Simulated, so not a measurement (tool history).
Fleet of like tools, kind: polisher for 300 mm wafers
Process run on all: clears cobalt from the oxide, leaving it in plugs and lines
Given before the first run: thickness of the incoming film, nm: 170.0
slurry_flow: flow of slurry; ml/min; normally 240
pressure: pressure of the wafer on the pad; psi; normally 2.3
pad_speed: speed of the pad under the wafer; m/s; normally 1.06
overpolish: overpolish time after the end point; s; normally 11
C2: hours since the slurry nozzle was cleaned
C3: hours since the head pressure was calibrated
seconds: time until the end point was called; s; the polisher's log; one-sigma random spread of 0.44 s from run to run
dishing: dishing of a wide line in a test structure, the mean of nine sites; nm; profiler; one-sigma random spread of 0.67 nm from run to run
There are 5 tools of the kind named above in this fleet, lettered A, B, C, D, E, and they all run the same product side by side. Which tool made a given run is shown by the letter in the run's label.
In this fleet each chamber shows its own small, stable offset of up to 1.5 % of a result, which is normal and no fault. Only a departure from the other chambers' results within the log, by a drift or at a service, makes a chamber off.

-- day=0.196 chamber A: worn pad replaced by a new one
-- day=0.250 chamber D: worn pad replaced by a new one
run 1A day=0.558 | slurry_flow=240 pressure=2.3 pad_speed=1.06 overpolish=11 | wafers_polished_on_this_pad=136 C2=308.1 C3=220.7 | seconds=23.488 dishing=41.184
-- day=0.667 chamber C: worn pad replaced by a new one
run 2D day=0.912 | slurry_flow=240 pressure=2.3 pad_speed=1.06 overpolish=11 | wafers_polished_on_this_pad=249 C2=112.9 C3=374.5 | seconds=23.540 dishing=42.282
run 3B day=1.238 | slurry_flow=240 pressure=2.3 pad_speed=1.06 overpolish=11 | wafers_polished_on_this_pad=1080 C2=169.1 C3=267.6 | seconds=23.963 dishing=41.734
-- day=1.692 chamber E: worn pad replaced by a new one
run 4E day=1.850 | slurry_flow=240 pressure=2.3 pad_speed=1.06 overpolish=11 | wafers_polished_on_this_pad=59 C2=49.5 C3=371.2 | seconds=24.061 dishing=42.806
run 5C day=2.438 | slurry_flow=240 pressure=2.3 pad_speed=1.06 overpolish=11 | wafers_polished_on_this_pad=666 C2=332.5 C3=288.3 | seconds=24.382 dishing=42.575
-- day=2.679 chamber B: worn pad replaced by a new one
run 6E day=2.917 | slurry_flow=240 pressure=2.3 pad_speed=1.06 overpolish=11 | wafers_polished_on_this_pad=460 C2=75.1 C3=396.8 | seconds=24.282 dishing=42.741
run 7D day=3.217 | slurry_flow=240 pressure=2.3 pad_speed=1.06 overpolish=11 | wafers_polished_on_this_pad=1116 C2=168.2 C3=429.8 | seconds=23.049 dishing=42.040
run 8B day=3.621 | slurry_flow=240 pressure=2.3 pad_speed=1.06 overpolish=14 | wafers_polished_on_this_pad=354 C2=226.3 C3=324.8 | seconds=23.707 dishing=47.499
run 9A day=4.125 | slurry_flow=240 pressure=2.3 pad_speed=1.06 overpolish=14 | wafers_polished_on_this_pad=1478 C2=393.7 C3=306.3 | seconds=23.513 dishing=47.548
run 10C day=4.412 | slurry_flow=240 pressure=2.3 pad_speed=1.06 overpolish=14 | wafers_polished_on_this_pad=1409 C2=379.9 C3=335.7 | seconds=23.874 dishing=47.557
-- day=4.704 chamber A: worn pad replaced by a new one
-- day=4.758 chamber D: worn pad replaced by a new one
run 11A day=4.779 | slurry_flow=240 pressure=2.3 pad_speed=1.06 overpolish=14 | wafers_polished_on_this_pad=28 C2=409.4 C3=322.0 | seconds=23.259 dishing=46.807
-- day=4.838 chamber C: worn pad replaced by a new one
run 12C day=5.083 | slurry_flow=240 pressure=2.3 pad_speed=1.06 overpolish=14 | wafers_polished_on_this_pad=93 C2=396.0 C3=351.8 | seconds=24.044 dishing=47.345
-- day=5.350 chamber E: worn pad replaced by a new one
run 13D day=5.492 | slurry_flow=240 pressure=2.3 pad_speed=1.06 overpolish=11 | wafers_polished_on_this_pad=276 C2=222.8 C3=484.4 | seconds=23.539 dishing=41.957
run 14E day=5.921 | slurry_flow=240 pressure=2.3 pad_speed=1.06 overpolish=11 | wafers_polished_on_this_pad=214 C2=147.2 C3=468.9 | seconds=23.773 dishing=42.980
run 15B day=6.546 | slurry_flow=240 pressure=2.3 pad_speed=1.06 overpolish=11 | wafers_polished_on_this_pad=1454 C2=296.5 C3=395.0 | seconds=23.780 dishing=42.461
-- day=6.600 chamber D: slurry nozzle cleaned
-- day=7.058 chamber B: worn pad replaced by a new one
run 16A day=7.100 | slurry_flow=240 pressure=2.3 pad_speed=1.06 overpolish=11 | wafers_polished_on_this_pad=901 C2=465.1 C3=377.7 | seconds=23.888 dishing=42.399
run 17B day=7.546 | slurry_flow=240 pressure=2.3 pad_speed=1.06 overpolish=17 | wafers_polished_on_this_pad=184 C2=320.5 C3=419.0 | seconds=23.309 dishing=50.036
run 18E day=8.021 | slurry_flow=240 pressure=2.3 pad_speed=1.06 overpolish=17 | wafers_polished_on_this_pad=1004 C2=197.6 C3=519.3 | seconds=23.630 dishing=50.630
run 19D day=8.438 | slurry_flow=240 pressure=2.3 pad_speed=1.06 overpolish=17 | wafers_polished_on_this_pad=1384 C2=44.1 C3=555.1 | seconds=23.967 dishing=50.500
-- day=8.442 chamber A: worn pad replaced by a new one
-- day=8.617 chamber D: worn pad replaced by a new one
run 20C day=9.008 | slurry_flow=240 pressure=2.3 pad_speed=1.06 overpolish=17 | wafers_polished_on_this_pad=1569 C2=490.2 C3=446.0 | seconds=23.498 dishing=50.198
-- day=9.150 chamber C: worn pad replaced by a new one
run 21D day=9.608 | slurry_flow=240 pressure=2.3 pad_speed=1.06 overpolish=17 | wafers_polished_on_this_pad=374 C2=72.2 C3=583.2 | seconds=23.171 dishing=50.172
-- day=9.729 chamber E: worn pad replaced by a new one
run 22C day=10.096 | slurry_flow=240 pressure=2.3 pad_speed=1.06 overpolish=11 | wafers_polished_on_this_pad=356 C2=516.3 C3=472.1 | seconds=24.921 dishing=42.297
run 23E day=10.679 | slurry_flow=240 pressure=2.3 pad_speed=1.06 overpolish=11 | wafers_polished_on_this_pad=358 C2=261.4 C3=583.1 | seconds=23.661 dishing=43.025
run 24A day=11.071 | slurry_flow=240 pressure=2.3 pad_speed=1.06 overpolish=11 | wafers_polished_on_this_pad=990 C2=560.4 C3=473.0 | seconds=24.409 dishing=42.971
-- day=11.592 chamber B: worn pad replaced by a new one
run 25B day=11.633 | slurry_flow=240 pressure=2.3 pad_speed=1.06 overpolish=11 | wafers_polished_on_this_pad=17 C2=418.6 C3=517.1 | seconds=23.833 dishing=42.791
run 26A day=11.971 | slurry_flow=240 pressure=2.3 pad_speed=1.06 overpolish=11 | wafers_polished_on_this_pad=1328 C2=582.0 C3=494.6 | seconds=23.732 dishing=42.724
-- day=12.358 chamber D: worn pad replaced by a new one
-- day=12.471 chamber A: worn pad replaced by a new one
run 27E day=12.583 | slurry_flow=240 pressure=2.3 pad_speed=1.06 overpolish=11 | wafers_polished_on_this_pad=1075 C2=307.1 C3=628.8 | seconds=23.626 dishing=42.385
-- day=12.867 chamber A: head pressure recalibrated
run 28B day=12.917 | slurry_flow=240 pressure=2.3 pad_speed=1.38 overpolish=11 | wafers_polished_on_this_pad=499 C2=449.4 C3=547.9 | seconds=18.428 dishing=46.926
run 29C day=13.371 | slurry_flow=240 pressure=2.3 pad_speed=1.38 overpolish=11 | wafers_polished_on_this_pad=1588 C2=594.9 C3=550.7 | seconds=19.215 dishing=47.797
-- day=13.446 chamber C: worn pad replaced by a new one
-- day=13.621 chamber E: worn pad replaced by a new one
run 30D day=13.933 | slurry_flow=240 pressure=2.3 pad_speed=1.38 overpolish=11 | wafers_polished_on_this_pad=592 C2=176.0 C3=687.0 | seconds=18.717 dishing=47.431
run 31B day=14.279 | slurry_flow=240 pressure=2.3 pad_speed=1.38 overpolish=11 | wafers_polished_on_this_pad=1012 C2=482.1 C3=580.6 | seconds=18.416 dishing=48.925
run 32D day=14.654 | slurry_flow=240 pressure=2.3 pad_speed=1.38 overpolish=11 | wafers_polished_on_this_pad=863 C2=193.3 C3=704.3 | seconds=18.110 dishing=47.837
run 33C day=15.188 | slurry_flow=240 pressure=2.3 pad_speed=1.06 overpolish=11 | wafers_polished_on_this_pad=655 C2=638.5 C3=594.3 | seconds=26.135 dishing=41.786
-- day=15.404 chamber B: worn pad replaced by a new one
run 34A day=15.696 | slurry_flow=240 pressure=2.3 pad_speed=1.06 overpolish=11 | wafers_polished_on_this_pad=1214 C2=671.4 C3=67.9 | seconds=24.061 dishing=41.383
run 35E day=16.258 | slurry_flow=240 pressure=2.3 pad_speed=1.06 overpolish=11 | wafers_polished_on_this_pad=993 C2=395.3 C3=717.0 | seconds=24.639 dishing=43.681
run 36D day=16.792 | slurry_flow=240 pressure=2.3 pad_speed=1.06 overpolish=11 | wafers_polished_on_this_pad=1667 C2=244.6 C3=755.6 | seconds=23.681 dishing=42.841
-- day=16.846 chamber D: head pressure recalibrated
-- day=16.967 chamber D: worn pad replaced by a new one
-- day=17.000 chamber C: worn pad replaced by a new one
-- day=17.004 chamber E: slurry nozzle cleaned
-- day=17.158 chamber A: worn pad replaced by a new one
run 37E day=17.267 | slurry_flow=240 pressure=2.3 pad_speed=1.06 overpolish=11 | wafers_polished_on_this_pad=1372 C2=6.4 C3=741.2 | seconds=23.673 dishing=42.668
-- day=17.667 chamber D: slurry nozzle cleaned
run 38C day=17.762 | slurry_flow=280 pressure=2.3 pad_speed=1.06 overpolish=5 | wafers_polished_on_this_pad=286 C2=700.3 C3=656.1 | seconds=25.020 dishing=25.684
-- day=17.846 chamber E: worn pad replaced by a new one
-- day=17.933 chamber A: slurry nozzle cleaned
run 39B day=18.100 | slurry_flow=280 pressure=2.3 pad_speed=1.06 overpolish=5 | wafers_polished_on_this_pad=1014 C2=573.8 C3=672.3 | seconds=23.671 dishing=26.533
run 40A day=18.417 | slurry_flow=280 pressure=2.3 pad_speed=1.06 overpolish=5 | wafers_polished_on_this_pad=474 C2=11.7 C3=133.2 | seconds=23.194 dishing=27.296
run 41E day=19.025 | slurry_flow=280 pressure=2.3 pad_speed=1.06 overpolish=5 | wafers_polished_on_this_pad=444 C2=48.6 C3=783.4 | seconds=23.929 dishing=27.176
-- day=19.629 chamber B: worn pad replaced by a new one
run 42B day=19.629 | slurry_flow=280 pressure=2.3 pad_speed=1.06 overpolish=5 | wafers_polished_on_this_pad=0 C2=610.5 C3=709.0 | seconds=23.785 dishing=26.360
run 43D day=20.175 | slurry_flow=240 pressure=2.3 pad_speed=1.06 overpolish=11 | wafers_polished_on_this_pad=1207 C2=60.3 C3=79.9 | seconds=24.148 dishing=41.516
-- day=20.550 chamber C: slurry nozzle cleaned
run 44C day=20.617 | slurry_flow=240 pressure=2.3 pad_speed=1.06 overpolish=11 | wafers_polished_on_this_pad=1360 C2=1.7 C3=724.6 | seconds=27.266 dishing=41.231

Is one chamber out of step, is the gauge drifting, or do the chambers differ by no more than their own small offsets? For an off chamber, give its letter and the likeliest cause.

Chamber C drifts away from the others.
Most likely cause: head's pressure below its setpoint, % = 9.4.

Below are 4 candidate recipes for chamber C's next run, each the usual settings with a change, their results shown as question marks. Which of them brings C's results back in line with what the other chambers give on the usual settings?
A result is in line if it is within this distance of the other chambers' mean on the usual settings: seconds 1.500 s; dishing 2.300 nm
run 45C-1 day=21.071 | slurry_flow=240 pressure=2.4 pad_speed=1.12 overpolish=11 | seconds=? dishing=?
run 45C-2 day=21.071 | slurry_flow=240 pressure=2.2 pad_speed=1.00 overpolish=11 | seconds=? dishing=?
run 45C-3 day=21.071 | slurry_flow=245 pressure=2.6 pad_speed=1.20 overpolish=11 | seconds=? dishing=?
run 45C-4 day=21.071 | slurry_flow=235 pressure=2.1 pad_speed=0.94 overpolish=11 | seconds=? dishing=?

On the usual settings, the other chambers give on average: seconds 23.753 s; dishing 42.788 nm
run=45C-1 seconds=23.797 dishing=42.498
run=45C-2 seconds=29.045 dishing=38.426
run=45C-3 seconds=20.468 dishing=45.394
run=45C-4 seconds=32.426 dishing=36.120
The answer is 45C-1, which returns the chamber to within the allowed miss of the others.

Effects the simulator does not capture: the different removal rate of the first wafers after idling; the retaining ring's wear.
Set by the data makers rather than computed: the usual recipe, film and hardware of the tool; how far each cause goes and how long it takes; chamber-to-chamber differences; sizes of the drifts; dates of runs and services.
